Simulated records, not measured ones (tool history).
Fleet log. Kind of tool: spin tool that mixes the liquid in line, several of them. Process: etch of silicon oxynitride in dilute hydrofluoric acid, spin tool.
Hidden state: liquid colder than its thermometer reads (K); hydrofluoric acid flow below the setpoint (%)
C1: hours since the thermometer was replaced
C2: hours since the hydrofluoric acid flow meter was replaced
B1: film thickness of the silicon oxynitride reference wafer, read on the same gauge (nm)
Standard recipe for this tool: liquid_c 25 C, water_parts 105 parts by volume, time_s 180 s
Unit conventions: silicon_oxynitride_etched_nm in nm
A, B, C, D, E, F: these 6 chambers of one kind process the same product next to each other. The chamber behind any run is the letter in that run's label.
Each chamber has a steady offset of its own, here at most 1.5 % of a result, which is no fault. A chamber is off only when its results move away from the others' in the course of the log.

Run 1F, hour 5.9: usual settings; C1 630.3; C2 215.3; B1 150. Result: silicon_oxynitride_etched_nm 5.9577 nm.
Run 2C, hour 9.1: usual settings; C1 1580.2; C2 1449.7; B1 149.97. Result: silicon_oxynitride_etched_nm 5.9444 nm.
Run 3D, hour 12.3: usual settings; C1 1214.3; C2 150.2; B1 149.99. Result: silicon_oxynitride_etched_nm 6.0449 nm.
Run 4E, hour 17.5: usual settings; C1 971.5; C2 1733.3; B1 150. Result: silicon_oxynitride_etched_nm 5.954 nm.
Run 5A, hour 23.6: usual settings; C1 1502.1; C2 830.9; B1 150.02. Result: silicon_oxynitride_etched_nm 6.1307 nm.
Run 6B, hour 29.1: usual settings; C1 2103.7; C2 1850.1; B1 150. Result: silicon_oxynitride_etched_nm 5.9534 nm.
Run 7B, hour 32.7: usual settings; C1 2107.3; C2 1853.7; B1 149.98. Result: silicon_oxynitride_etched_nm 6.1103 nm.
Run 8F, hour 37.7: usual settings; C1 662.1; C2 247.1; B1 150.02. Result: silicon_oxynitride_etched_nm 6.0042 nm.
Run 9E, hour 41.2: usual settings; C1 995.2; C2 1757; B1 149.98. Result: silicon_oxynitride_etched_nm 5.9782 nm.
Run 10C, hour 45.2: usual settings; C1 1616.3; C2 1485.8; B1 149.98. Result: silicon_oxynitride_etched_nm 5.9518 nm.
Run 11D, hour 50.6: usual settings; C1 1252.6; C2 188.5; B1 150.03. Result: silicon_oxynitride_etched_nm 6.0578 nm.
Run 12A, hour 54.1: usual settings; C1 1532.6; C2 861.4; B1 149.99. Result: silicon_oxynitride_etched_nm 6.0004 nm.
Run 13E, hour 57.6: usual settings; C1 1011.6; C2 1773.4; B1 149.99. Result: silicon_oxynitride_etched_nm 5.9014 nm.
Run 14B, hour 63.5: usual settings; C1 2138.1; C2 1884.5; B1 149.98. Result: silicon_oxynitride_etched_nm 6.0113 nm.
Run 15D, hour 68.8: usual settings; C1 1270.8; C2 206.7; B1 150. Result: silicon_oxynitride_etched_nm 6.0534 nm.
Run 16A, hour 73.9: usual settings; C1 1552.4; C2 881.2; B1 150. Result: silicon_oxynitride_etched_nm 5.8815 nm.
Run 17C, hour 76.8: usual settings; C1 1647.9; C2 1517.4; B1 149.99. Result: silicon_oxynitride_etched_nm 5.9279 nm.
Run 18F, hour 80: usual settings; C1 704.4; C2 289.4; B1 150. Result: silicon_oxynitride_etched_nm 5.9744 nm.
Run 19E, hour 86.1: usual settings but water_parts 55 parts by volume, time_s 120 s; C1 1040.1; C2 1801.9; B1 149.98. Result: silicon_oxynitride_etched_nm 8.0351 nm.
Run 20C, hour 89.2: usual settings but water_parts 55 parts by volume, time_s 120 s; C1 1660.3; C2 1529.8; B1 150.01. Result: silicon_oxynitride_etched_nm 7.8861 nm.
Run 21F, hour 95.7: usual settings but water_parts 55 parts by volume, time_s 120 s; C1 720.1; C2 305.1; B1 149.98. Result: silicon_oxynitride_etched_nm 8.0096 nm.
Run 22D, hour 101.7: usual settings but water_parts 55 parts by volume, time_s 120 s; C1 1303.7; C2 239.6; B1 149.97. Result: silicon_oxynitride_etched_nm 8.0483 nm.
At hour 103.1: chamber F: thermometer replaced.
Run 23A, hour 106.4: usual settings but water_parts 55 parts by volume, time_s 120 s; C1 1584.9; C2 913.7; B1 150. Result: silicon_oxynitride_etched_nm 7.6341 nm.
Run 24B, hour 110.7: usual settings but water_parts 55 parts by volume, time_s 120 s; C1 2185.3; C2 1931.7; B1 150.02. Result: silicon_oxynitride_etched_nm 8.0972 nm.
Run 25E, hour 114.6: usual settings; C1 1068.6; C2 1830.4; B1 150.02. Result: silicon_oxynitride_etched_nm 5.9503 nm.
Run 26F, hour 117.8: usual settings; C1 14.8; C2 327.2; B1 149.99. Result: silicon_oxynitride_etched_nm 5.9467 nm.
At hour 121.2: chamber B: thermometer replaced.
Run 27C, hour 123.3: usual settings; C1 1694.4; C2 1563.9; B1 150.01. Result: silicon_oxynitride_etched_nm 5.9697 nm.
Run 28D, hour 128.2: usual settings; C1 1330.2; C2 266.1; B1 149.99. Result: silicon_oxynitride_etched_nm 5.9416 nm.
Run 29A, hour 132.6: usual settings; C1 1611.1; C2 939.9; B1 150.01. Result: silicon_oxynitride_etched_nm 5.7034 nm.
Run 30B, hour 137.2: usual settings; C1 16.1; C2 1958.2; B1 149.97. Result: silicon_oxynitride_etched_nm 6.0561 nm.
Run 31D, hour 143: usual settings; C1 1345; C2 280.9; B1 150. Result: silicon_oxynitride_etched_nm 6.0024 nm.
Run 32E, hour 148.7: usual settings; C1 1102.7; C2 1864.5; B1 150.01. Result: silicon_oxynitride_etched_nm 5.9145 nm.
Run 33B, hour 154.8: usual settings but water_parts 80 parts by volume, time_s 235 s; C1 33.7; C2 1975.8; B1 150.03. Result: silicon_oxynitride_etched_nm 10.692 nm.
Run 34C, hour 160: usual settings but water_parts 80 parts by volume, time_s 235 s; C1 1731.1; C2 1600.6; B1 150. Result: silicon_oxynitride_etched_nm 10.34 nm.
Run 35F, hour 164.4: usual settings but water_parts 80 parts by volume, time_s 235 s; C1 61.4; C2 373.8; B1 150. Result: silicon_oxynitride_etched_nm 10.661 nm.
Run 36A, hour 170.8: usual settings but water_parts 80 parts by volume, time_s 235 s; C1 1649.3; C2 978.1; B1 149.99. Result: silicon_oxynitride_etched_nm 9.6404 nm.
Run 37B, hour 173.8: usual settings but water_parts 80 parts by volume, time_s 235 s; C1 52.7; C2 1994.8; B1 149.99. Result: silicon_oxynitride_etched_nm 10.535 nm.
Run 38A, hour 177.7: usual settings but water_parts 80 parts by volume, time_s 235 s; C1 1656.2; C2 985; B1 149.98. Result: silicon_oxynitride_etched_nm 9.6895 nm.
Run 39D, hour 184: usual settings; C1 1386; C2 321.9; B1 149.97. Result: silicon_oxynitride_etched_nm 5.9127 nm.
Run 40C, hour 190.4: usual settings; C1 1761.5; C2 1631; B1 150.01. Result: silicon_oxynitride_etched_nm 5.9259 nm.
Run 41E, hour 193.8: usual settings; C1 1147.8; C2 1909.6; B1 150.05. Result: silicon_oxynitride_etched_nm 6.001 nm.
Run 42F, hour 197.6: usual settings; C1 94.6; C2 407; B1 149.98. Result: silicon_oxynitride_etched_nm 5.9815 nm.
Run 43A, hour 204.1: usual settings; C1 1682.6; C2 1011.4; B1 149.97. Result: silicon_oxynitride_etched_nm 5.5083 nm.
Run 44E, hour 207.9: usual settings; C1 1161.9; C2 1923.7; B1 150.02. Result: silicon_oxynitride_etched_nm 6.0572 nm.

Which is it: a chamber that has drifted or been left off by a service, a gauge drift common to all chambers, or only each chamber's usual small offset? If a chamber is off, name it and its likeliest cause.

Chamber A drifts away from the others.
Most likely cause: hydrofluoric acid flow below the setpoint (%) = 10.6.
The log may not tell that from: liquid colder than its thermometer reads (K).

Chamber A could run next with any of the 4 candidate recipes listed below; each alters the usual settings, and their results appear as question marks. Which one brings its results back in line with what the other chambers deliver on the usual settings?
In-line tolerance around the mean of the other chambers on the usual settings: silicon_oxynitride_etched_nm 0.2 nm
Run 45A-1, hour 212.6: usual settings but water_parts 100 parts by volume, time_s 190 s. Result: silicon_oxynitride_etched_nm ?.
Run 45A-2, hour 212.6: usual settings but time_s 190 s. Result: silicon_oxynitride_etched_nm ?.
Run 45A-3, hour 212.6: usual settings but time_s 170 s. Result: silicon_oxynitride_etched_nm ?.
Run 45A-4, hour 212.6: usual settings but time_s 160 s. Result: silicon_oxynitride_etched_nm ?.

The other chambers' mean on the usual settings: silicon_oxynitride_etched_nm 5.9921 nm
  run  silicon_oxynitride_etched_nm
45A-1                        5.9789
45A-2                        5.6716
45A-3                        5.0746
45A-4                        4.7761
Change 45A-1 lands the chamber within the allowed miss of the other chambers.

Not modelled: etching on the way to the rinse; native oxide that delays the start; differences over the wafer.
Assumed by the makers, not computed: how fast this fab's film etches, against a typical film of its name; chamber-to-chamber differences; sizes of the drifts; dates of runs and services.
